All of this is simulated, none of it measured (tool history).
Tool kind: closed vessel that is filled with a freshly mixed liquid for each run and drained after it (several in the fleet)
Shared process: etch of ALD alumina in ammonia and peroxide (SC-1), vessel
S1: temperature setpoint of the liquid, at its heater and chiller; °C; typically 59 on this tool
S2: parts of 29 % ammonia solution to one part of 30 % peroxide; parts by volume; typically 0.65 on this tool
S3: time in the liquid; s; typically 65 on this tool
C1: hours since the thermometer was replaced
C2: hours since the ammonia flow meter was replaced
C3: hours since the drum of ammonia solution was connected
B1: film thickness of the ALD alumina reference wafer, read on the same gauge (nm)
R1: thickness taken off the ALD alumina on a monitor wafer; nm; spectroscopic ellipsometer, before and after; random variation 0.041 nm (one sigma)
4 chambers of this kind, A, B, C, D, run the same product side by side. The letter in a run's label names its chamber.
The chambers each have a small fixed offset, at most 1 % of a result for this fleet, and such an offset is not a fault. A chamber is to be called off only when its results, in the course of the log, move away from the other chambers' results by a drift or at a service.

{"run": "1D", "hour": 7.4, "S1": 59, "S2": 0.65, "S3": 65, "C1": 958.1, "C2": 588.6, "C3": 283.4, "B1": 110.04, "R1": 8.7489}
{"run": "2A", "hour": 16.3, "S1": 59, "S2": 0.65, "S3": 65, "C1": 1330, "C2": 746.5, "C3": 156.5, "B1": 109.97, "R1": 8.7743}
{"run": "3C", "hour": 22.0, "S1": 59, "S2": 0.65, "S3": 65, "C1": 40.8, "C2": 1202.8, "C3": 156, "B1": 110.01, "R1": 8.8236}
{"run": "4B", "hour": 29.0, "S1": 59, "S2": 0.65, "S3": 65, "C1": 1324.8, "C2": 568.8, "C3": 410.4, "B1": 109.97, "R1": 8.8476}
{"run": "5D", "hour": 36.1, "S1": 59, "S2": 0.65, "S3": 65, "C1": 986.8, "C2": 617.3, "C3": 312.1, "B1": 110.01, "R1": 8.7405}
{"run": "6C", "hour": 42.8, "S1": 59, "S2": 0.65, "S3": 65, "C1": 61.6, "C2": 1223.6, "C3": 176.8, "B1": 109.96, "R1": 8.8141}
{"run": "7B", "hour": 48.5, "S1": 59, "S2": 0.65, "S3": 65, "C1": 1344.3, "C2": 588.3, "C3": 429.9, "B1": 109.96, "R1": 8.9184}
{"hour": 48.7, "done": "chamber C: new drum of ammonia solution connected"}
{"run": "8A", "hour": 59.5, "S1": 68, "S2": 0.65, "S3": 65, "C1": 1373.2, "C2": 789.7, "C3": 199.7, "B1": 109.99, "R1": 13.717}
{"run": "9D", "hour": 65.7, "S1": 68, "S2": 0.65, "S3": 65, "C1": 1016.4, "C2": 646.9, "C3": 341.7, "B1": 110.05, "R1": 13.961}
{"hour": 68.2, "done": "chamber D: new drum of ammonia solution connected"}
{"run": "10C", "hour": 73.8, "S1": 68, "S2": 0.65, "S3": 65, "C1": 92.6, "C2": 1254.6, "C3": 25.1, "B1": 110.06, "R1": 13.868}
{"run": "11B", "hour": 81.5, "S1": 68, "S2": 0.65, "S3": 65, "C1": 1377.3, "C2": 621.3, "C3": 462.9, "B1": 109.93, "R1": 13.96}
{"run": "12A", "hour": 87.6, "S1": 59, "S2": 0.65, "S3": 65, "C1": 1401.3, "C2": 817.8, "C3": 227.8, "B1": 109.99, "R1": 8.8066}
{"run": "13B", "hour": 93.5, "S1": 59, "S2": 0.65, "S3": 65, "C1": 1389.3, "C2": 633.3, "C3": 474.9, "B1": 109.96, "R1": 8.917}
{"run": "14C", "hour": 102.3, "S1": 55.5, "S2": 0.85, "S3": 65, "C1": 121.1, "C2": 1283.1, "C3": 53.6, "B1": 110, "R1": 7.606}
{"run": "15A", "hour": 113.1, "S1": 55.5, "S2": 0.85, "S3": 65, "C1": 1426.8, "C2": 843.3, "C3": 253.3, "B1": 110.02, "R1": 7.519}
{"run": "16D", "hour": 123.3, "S1": 55.5, "S2": 0.85, "S3": 65, "C1": 1074, "C2": 704.5, "C3": 55.1, "B1": 109.99, "R1": 7.6841}
{"run": "17B", "hour": 130.9, "S1": 55.5, "S2": 0.85, "S3": 65, "C1": 1426.7, "C2": 670.7, "C3": 512.3, "B1": 109.98, "R1": 7.5621}
{"run": "18C", "hour": 137.5, "S1": 59, "S2": 0.65, "S3": 65, "C1": 156.3, "C2": 1318.3, "C3": 88.8, "B1": 110.01, "R1": 8.8735}
{"hour": 139.5, "done": "chamber A: new drum of ammonia solution connected"}
{"run": "19D", "hour": 148.7, "S1": 59, "S2": 0.65, "S3": 65, "C1": 1099.4, "C2": 729.9, "C3": 80.5, "B1": 110, "R1": 9.1691}
{"run": "20A", "hour": 156.3, "S1": 59, "S2": 0.65, "S3": 65, "C1": 1470, "C2": 886.5, "C3": 16.8, "B1": 110.04, "R1": 8.8093}
{"run": "21C", "hour": 162.5, "S1": 59, "S2": 0.65, "S3": 65, "C1": 181.3, "C2": 1343.3, "C3": 113.8, "B1": 110, "R1": 8.809}
{"run": "22A", "hour": 173.6, "S1": 59, "S2": 0.65, "S3": 65, "C1": 1487.3, "C2": 903.8, "C3": 34.1, "B1": 110.01, "R1": 8.792}
{"run": "23B", "hour": 180.6, "S1": 59, "S2": 0.65, "S3": 65, "C1": 1476.4, "C2": 720.4, "C3": 562, "B1": 109.97, "R1": 8.8812}
{"run": "24D", "hour": 189.9, "S1": 62.5, "S2": 0.75, "S3": 65, "C1": 1140.6, "C2": 771.1, "C3": 121.7, "B1": 110.05, "R1": 11.293}

Next, every chamber runs the same settings. What will each give?
{"run": "25A", "hour": 198.1, "S1": 67.5, "S2": 0.65, "S3": 65, "R1": "?"}
{"run": "25B", "hour": 198.1, "S1": 67.5, "S2": 0.65, "S3": 65, "R1": "?"}
{"run": "25C", "hour": 198.1, "S1": 67.5, "S2": 0.65, "S3": 65, "R1": "?"}
{"run": "25D", "hour": 198.1, "S1": 67.5, "S2": 0.65, "S3": 65, "R1": "?"}

run=25A R1=13.322
run=25B R1=13.757
run=25C R1=13.494
run=25D R1=14.155

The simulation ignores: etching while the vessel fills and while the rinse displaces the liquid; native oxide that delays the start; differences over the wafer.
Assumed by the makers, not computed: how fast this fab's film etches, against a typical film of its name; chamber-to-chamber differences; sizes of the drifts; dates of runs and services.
